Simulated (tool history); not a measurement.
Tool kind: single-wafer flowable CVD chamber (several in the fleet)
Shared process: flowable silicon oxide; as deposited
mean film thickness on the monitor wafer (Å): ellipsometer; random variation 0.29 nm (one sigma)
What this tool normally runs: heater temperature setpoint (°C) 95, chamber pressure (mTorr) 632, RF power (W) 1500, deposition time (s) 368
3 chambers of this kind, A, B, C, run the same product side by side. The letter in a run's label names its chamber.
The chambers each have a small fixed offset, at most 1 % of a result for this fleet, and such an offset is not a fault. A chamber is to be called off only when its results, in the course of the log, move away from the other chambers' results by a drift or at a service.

run,hour,heater temperature setpoint (°C),chamber pressure (mTorr),RF power (W),deposition time (s),"read-back reference wafer on the same gauge, thickness_nm",mean film thickness on the monitor wafer (Å)
# hour 4.1: chamber B: RF generator calibrated
1B,10.6,95,632,1500,368,148.91,1793.4
# hour 18.5: chamber A: capacitance manometer re-zeroed and calibrated
2A,21.9,95,632,1500,368,148.95,1764.3
3C,29.6,95,632,1500,368,148.92,1779.2
4C,43.6,95,632,1500,368,148.88,1771.7
5B,52.3,95,632,1500,368,148.82,1792.8
6A,65.8,95,632,1500,368,148.75,1761
7C,80.3,95,632,1500,368,148.84,1770
8A,88.1,95,632,1500,368,148.72,1765.3
9B,98.1,95,632,1500,368,148.75,1790.4
10C,105.1,95,632,1500,404,148.66,1947.4
11A,117,95,632,1500,404,148.59,1936.8
12B,130,95,632,1500,404,148.6,1965
13B,145.3,95,632,1500,368,148.61,1790.7
14C,160,95,632,1500,368,148.5,1773.3
15A,174.3,95,632,1500,368,148.42,1757.7
16A,189.7,95,734,1245,368,148.37,2020.6
17C,198.6,95,734,1245,368,148.38,2034.3
18B,214,95,734,1245,368,148.31,2038.5
# hour 222.6: chamber B: capacitance manometer re-zeroed and calibrated
19A,229.7,95,632,1500,368,148.23,1754.7
20B,239.1,95,632,1500,368,148.28,1783.9
21C,251.3,95,632,1500,368,148.19,1770.2
22A,258.3,95,632,1500,368,148.16,1756.9
23B,273.6,95,632,1500,368,148.1,1787.2
24C,280.9,95,632,1500,368,148.14,1768.7
25B,290.3,95,632,1500,368,148.07,1779.8
26C,298.9,95,486,1290,368,148.05,1138.4

One chamber off, gauge drift, or nothing amiss beyond the chambers' own small offsets? If it is a chamber, which one, and what is the likeliest cause?

Gauge drift. The chambers move together only on paper, and none stands off.
What lies behind it: gauge reads low (%) = 0.668.
